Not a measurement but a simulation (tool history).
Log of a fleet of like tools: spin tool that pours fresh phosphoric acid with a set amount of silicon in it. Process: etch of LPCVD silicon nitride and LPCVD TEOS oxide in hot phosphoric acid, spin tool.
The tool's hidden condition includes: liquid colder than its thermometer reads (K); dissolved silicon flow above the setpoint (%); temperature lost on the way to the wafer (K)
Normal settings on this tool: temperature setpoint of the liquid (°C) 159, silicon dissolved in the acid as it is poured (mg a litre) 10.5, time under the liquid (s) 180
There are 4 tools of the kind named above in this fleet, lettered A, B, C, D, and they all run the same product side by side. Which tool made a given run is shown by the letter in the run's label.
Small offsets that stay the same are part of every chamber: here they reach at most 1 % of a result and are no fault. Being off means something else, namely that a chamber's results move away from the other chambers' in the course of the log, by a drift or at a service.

| run | hour | temperature setpoint of the liquid (°C) | silicon dissolved in the acid as it is poured (mg a litre) | time under the liquid (s) | hours since the thermometer was replaced | hours since the dissolved silicon flow meter was replaced | hours since the heated supply line was repaired | read-back film thickness of the LPCVD silicon nitride reference wafer, read on the same gauge (nm) | read-back film thickness of the LPCVD TEOS oxide reference wafer, read on the same gauge (nm) | thickness taken off the LPCVD silicon nitride on a monitor wafer (nm) | thickness taken off the LPCVD TEOS oxide on a monitor wafer (nm) |
|---|---|---|---|---|---|---|---|---|---|---|---|
| 1C | 2.8 | 159 | 10.5 | 180 | 775.3 | 1034.8 | 1993.3 | 60.02 | 120 | 15.694 | 0.29532 |
| 2A | 5.5 | 159 | 10.5 | 180 | 236.7 | 772 | 226.8 | 59.986 | 120.02 | 15.478 | 0.25998 |
| 3D | 8.9 | 159 | 10.5 | 180 | 1265.3 | 609 | 2939.6 | 59.992 | 120 | 15.822 | 0.29668 |
| 4B | 11.1 | 159 | 10.5 | 180 | 1127.6 | 102.6 | 1606 | 60.006 | 120.01 | 15.542 | 0.28062 |
| 5A | 13.8 | 159 | 10.5 | 180 | 245 | 780.3 | 235.1 | 60 | 120.01 | 15.515 | 0.28277 |
| 6D | 17.4 | 159 | 10.5 | 180 | 1273.8 | 617.5 | 2948.1 | 59.991 | 119.99 | 15.648 | 0.28949 |
| 7C | 20.5 | 160 | 10.5 | 180 | 793 | 1052.5 | 2011 | 60.003 | 120.01 | 16.407 | 0.28682 |
| 8B | 23.5 | 160 | 10.5 | 180 | 1140 | 115 | 1618.4 | 59.991 | 119.97 | 16.239 | 0.28033 |
| 9D | 27.3 | 160 | 10.5 | 180 | 1283.7 | 627.4 | 2958 | 60.012 | 119.99 | 16.02 | 0.28871 |
| 10C | 29.4 | 160 | 10.5 | 180 | 801.9 | 1061.4 | 2019.9 | 60 | 120.03 | 16.241 | 0.31573 |
| 11A | 32.5 | 159 | 10.5 | 180 | 263.7 | 799 | 253.8 | 60.014 | 120.04 | 15.657 | 0.28772 |
| 12B | 35.1 | 159 | 10.5 | 180 | 1151.6 | 126.6 | 1630 | 59.983 | 120 | 15.449 | 0.2898 |
| 13A | 39.2 | 159 | 10.5 | 180 | 270.4 | 805.7 | 260.5 | 60.001 | 120.03 | 15.606 | 0.33218 |
| 14D | 41.7 | 157 | 14 | 180 | 1298.1 | 641.8 | 2972.4 | 60.006 | 119.97 | 14.755 | 0.22214 |
| 15C | 46.2 | 157 | 14 | 180 | 818.7 | 1078.2 | 2036.7 | 60.004 | 119.99 | 14.988 | 0.24095 |
| 16B | 50.6 | 157 | 14 | 180 | 1167.1 | 142.1 | 1645.5 | 60.024 | 120 | 14.373 | 0.25132 |
| 17C | 53.5 | 157 | 14 | 180 | 826 | 1085.5 | 2044 | 59.997 | 120.02 | 14.677 | 0.23421 |
| 18B | 56.7 | 159 | 10.5 | 180 | 1173.2 | 148.2 | 1651.6 | 60.021 | 120.03 | 15.426 | 0.26067 |
| 19A | 61.1 | 159 | 7 | 180 | 292.3 | 827.6 | 282.4 | 60.005 | 120.01 | 15.602 | 0.30806 |
| 20D | 64.1 | 159 | 7 | 180 | 1320.5 | 664.2 | 2994.8 | 59.999 | 120.05 | 15.629 | 0.30547 |
| 21B | 68.8 | 159 | 7 | 180 | 1185.3 | 160.3 | 1663.7 | 60.007 | 119.98 | 15.589 | 0.32031 |
| 22D | 71.8 | 159 | 7 | 180 | 1328.2 | 671.9 | 3002.5 | 59.994 | 119.99 | 15.452 | 0.31938 |
| 23C | 75.7 | 159 | 10.5 | 180 | 848.2 | 1107.7 | 2066.2 | 60.005 | 119.99 | 15.637 | 0.26046 |
| 24A | 80.3 | 159 | 10.5 | 180 | 311.5 | 846.8 | 301.6 | 60.016 | 119.99 | 15.459 | 0.26815 |
| 25B | 83.6 | 159 | 10.5 | 180 | 1200.1 | 175.1 | 1678.5 | 59.985 | 119.99 | 15.571 | 0.26402 |
| 26A | 87.8 | 159 | 10.5 | 270 | 319 | 854.3 | 309.1 | 59.999 | 120.02 | 23.037 | 0.50363 |
| 27D | 91.3 | 159 | 10.5 | 270 | 1347.7 | 691.4 | 3022 | 60.016 | 120.01 | 23.759 | 0.40333 |
| 28C | 94 | 159 | 10.5 | 270 | 866.5 | 1126 | 2084.5 | 59.998 | 120.04 | 23.469 | 0.42183 |
| 29D | 98.3 | 159 | 10.5 | 270 | 1354.7 | 698.4 | 3029 | 59.993 | 120.01 | 22.957 | 0.33027 |
| 30C | 101.5 | 159 | 10.5 | 180 | 874 | 1133.5 | 2092 | 59.996 | 120.02 | 15.7 | 0.253 |
| 31B | 106.2 | 159 | 3 | 180 | 1222.7 | 197.7 | 1701.1 | 60.001 | 120.03 | 15.698 | 0.32091 |
|  | 109.4 | chamber A: dissolved silicon flow meter replaced |
| 32A | 110.5 | 159 | 3 | 180 | 341.7 | 1.1 | 331.8 | 60 | 120.03 | 15.477 | 0.36283 |
| 33C | 113.8 | 159 | 3 | 180 | 886.3 | 1145.8 | 2104.3 | 59.994 | 120.01 | 15.552 | 0.3247 |
| 34D | 116.7 | 159 | 3 | 180 | 1373.1 | 716.8 | 3047.4 | 59.996 | 119.96 | 15.772 | 0.36445 |
| 35B | 121.3 | 159 | 10.5 | 180 | 1237.8 | 212.8 | 1716.2 | 59.989 | 119.99 | 15.338 | 0.2997 |
| 36A | 125.7 | 159 | 10.5 | 180 | 356.9 | 16.3 | 347 | 59.981 | 119.98 | 15.509 | 0.2855 |
| 37A | 128.5 | 159 | 10.5 | 180 | 359.7 | 19.1 | 349.8 | 60.015 | 120 | 15.647 | 0.27876 |
| 38D | 132.2 | 159 | 10.5 | 180 | 1388.6 | 732.3 | 3062.9 | 59.994 | 120.01 | 15.754 | 0.31717 |
| 39B | 136.8 | 159 | 10.5 | 180 | 1253.3 | 228.3 | 1731.7 | 59.99 | 120 | 15.553 | 0.22434 |

All 4 chambers run these settings next. Forecast each chamber's results:
| 40A | 140.3 | 161 | 10.5 | 180 |  |  |  |  |  | ? | ? |
| 40B | 140.3 | 161 | 10.5 | 180 |  |  |  |  |  | ? | ? |
| 40C | 140.3 | 161 | 10.5 | 180 |  |  |  |  |  | ? | ? |
| 40D | 140.3 | 161 | 10.5 | 180 |  |  |  |  |  | ? | ? |

| run | thickness taken off the LPCVD silicon nitride on a monitor wafer (nm) | thickness taken off the LPCVD TEOS oxide on a monitor wafer (nm) |
|---|---|---|
| 40A | 16.286 | 0.36261 |
| 40B | 16.465 | 0.29424 |
| 40C | 16.59 | 0.34352 |
| 40D | 16.993 | 0.28595 |
